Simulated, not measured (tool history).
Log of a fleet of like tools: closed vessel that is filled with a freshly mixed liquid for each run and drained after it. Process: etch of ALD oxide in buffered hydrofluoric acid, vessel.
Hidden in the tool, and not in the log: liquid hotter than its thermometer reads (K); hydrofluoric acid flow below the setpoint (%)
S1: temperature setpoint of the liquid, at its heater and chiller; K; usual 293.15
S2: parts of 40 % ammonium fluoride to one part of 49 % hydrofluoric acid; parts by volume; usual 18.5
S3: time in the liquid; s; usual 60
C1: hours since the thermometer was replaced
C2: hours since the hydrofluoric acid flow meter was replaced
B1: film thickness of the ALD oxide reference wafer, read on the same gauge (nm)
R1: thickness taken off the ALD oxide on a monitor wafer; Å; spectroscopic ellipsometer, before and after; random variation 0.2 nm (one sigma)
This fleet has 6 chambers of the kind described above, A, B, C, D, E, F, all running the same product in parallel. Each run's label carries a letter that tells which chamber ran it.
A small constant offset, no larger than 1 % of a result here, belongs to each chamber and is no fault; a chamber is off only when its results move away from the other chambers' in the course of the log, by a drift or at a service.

| run | hour | S1 | S2 | S3 | C1 | C2 | B1 | R1 |
|---|---|---|---|---|---|---|---|---|
| 1C | 7.2 | 293.15 | 18.5 | 60 | 167.5 | 409.1 | 150.04 | 332.01 |
| 2A | 11.4 | 293.15 | 18.5 | 60 | 1283.7 | 251.3 | 150.03 | 326.81 |
| 3E | 19.4 | 293.15 | 18.5 | 60 | 318 | 761.1 | 149.99 | 327.87 |
| 4F | 26.2 | 293.15 | 18.5 | 60 | 408.7 | 617 | 150.02 | 324.48 |
| 5D | 32.1 | 293.15 | 21 | 30 | 940.2 | 52.2 | 150.01 | 145.03 |
| 6B | 39.4 | 293.15 | 21 | 30 | 974.1 | 1276.1 | 150.02 | 146.27 |
| 7C | 47.6 | 293.15 | 21 | 30 | 207.9 | 449.5 | 150.02 | 146.66 |
| 8E | 54 | 293.15 | 21 | 30 | 352.6 | 795.7 | 150.03 | 148.63 |
| 9B | 59.1 | 293.15 | 21 | 30 | 993.8 | 1295.8 | 150.02 | 147.84 |
| 10A | 64.4 | 293.15 | 21 | 30 | 1336.7 | 304.3 | 150.02 | 145.64 |
| 11F | 71.5 | 295.65 | 13.5 | 60 | 454 | 662.3 | 150.02 | 510.01 |
| 12D | 75.7 | 295.65 | 13.5 | 60 | 983.8 | 95.8 | 150 | 511.15 |
| 13D | 81.7 | 295.65 | 13.5 | 60 | 989.8 | 101.8 | 149.97 | 512.9 |
| 14B | 88 | 295.65 | 13.5 | 60 | 1022.7 | 1324.7 | 149.99 | 512.07 |
| 15C | 94.7 | 295.65 | 13.5 | 60 | 255 | 496.6 | 150.02 | 511.31 |
| 16A | 103.3 | 295.65 | 13.5 | 60 | 1375.6 | 343.2 | 150.01 | 522.91 |
| 17E | 108.1 | 293.15 | 18.5 | 60 | 406.7 | 849.8 | 149.94 | 330.3 |
| 18F | 115.2 | 293.15 | 18.5 | 60 | 497.7 | 706 | 150 | 326.83 |
| 19D | 123.5 | 293.15 | 18.5 | 60 | 1031.6 | 143.6 | 149.97 | 325.88 |
| 20C | 128.5 | 293.15 | 18.5 | 60 | 288.8 | 530.4 | 150.03 | 327.66 |
| 21F | 132.7 | 293.15 | 18.5 | 60 | 515.2 | 723.5 | 150.01 | 323.38 |
| 22E | 139.7 | 293.15 | 18.5 | 60 | 438.3 | 881.4 | 149.99 | 326.52 |
| 23B | 145 | 293.15 | 18.5 | 60 | 1079.7 | 1381.7 | 149.97 | 328.4 |
| 24A | 153 | 293.15 | 18.5 | 60 | 1425.3 | 392.9 | 150 | 335.29 |
| 25C | 159.9 | 293.15 | 18.5 | 60 | 320.2 | 561.8 | 150.02 | 329.96 |
| 26D | 167.3 | 293.15 | 18.5 | 60 | 1075.4 | 187.4 | 149.98 | 326.4 |
| 27F | 172.7 | 293.15 | 18.5 | 60 | 555.2 | 763.5 | 150.02 | 325.62 |
| 28A | 177.1 | 293.15 | 18.5 | 60 | 1449.4 | 417 | 149.95 | 342.87 |
| 29E | 181.9 | 293.15 | 25 | 60 | 480.5 | 923.6 | 150.01 | 261.16 |
| 30B | 185.8 | 293.15 | 25 | 60 | 1120.5 | 1422.5 | 150 | 261.57 |
| 31A | 191.5 | 293.15 | 25 | 60 | 1463.8 | 431.4 | 150.01 | 271.96 |
| 32D | 196.3 | 293.15 | 25 | 60 | 1104.4 | 216.4 | 150 | 257.07 |
| 33F | 201.1 | 293.15 | 25 | 60 | 583.6 | 791.9 | 150.01 | 259.1 |
| 34E | 205.8 | 293.15 | 25 | 60 | 504.4 | 947.5 | 150.01 | 260.9 |
| 35B | 211.4 | 293.15 | 24 | 60 | 1146.1 | 1448.1 | 150.01 | 270.6 |
| 36C | 218.4 | 293.15 | 24 | 60 | 378.7 | 620.3 | 150 | 268.63 |
| 37E | 223 | 293.15 | 24 | 60 | 521.6 | 964.7 | 150.07 | 268.45 |
| 38B | 230.5 | 293.15 | 24 | 60 | 1165.2 | 1467.2 | 150.01 | 270.34 |
| 39A | 235.1 | 293.15 | 24 | 60 | 1507.4 | 475 | 150.01 | 284.42 |
| 40D | 241.6 | 293.15 | 24 | 60 | 1149.7 | 261.7 | 149.99 | 265.25 |
| 41F | 246.3 | 293.15 | 18.5 | 60 | 628.8 | 837.1 | 150 | 326.93 |
| 42C | 254.1 | 293.15 | 18.5 | 60 | 414.4 | 656 | 150.01 | 324.41 |
| 43C | 262.7 | 293.15 | 11.5 | 60 | 423 | 664.6 | 150 | 522.35 |

Predict what each chamber gives when all 6 of them run the settings below next.
| 44A | 269 | 293.15 | 18.5 | 60 |  |  |  | ? |
| 44B | 269 | 293.15 | 18.5 | 60 |  |  |  | ? |
| 44C | 269 | 293.15 | 18.5 | 60 |  |  |  | ? |
| 44D | 269 | 293.15 | 18.5 | 60 |  |  |  | ? |
| 44E | 269 | 293.15 | 18.5 | 60 |  |  |  | ? |
| 44F | 269 | 293.15 | 18.5 | 60 |  |  |  | ? |

| run | R1 |
|---|---|
| 44A | 354.48 |
| 44B | 327.41 |
| 44C | 327.47 |
| 44D | 326.28 |
| 44E | 329.44 |
| 44F | 325.38 |
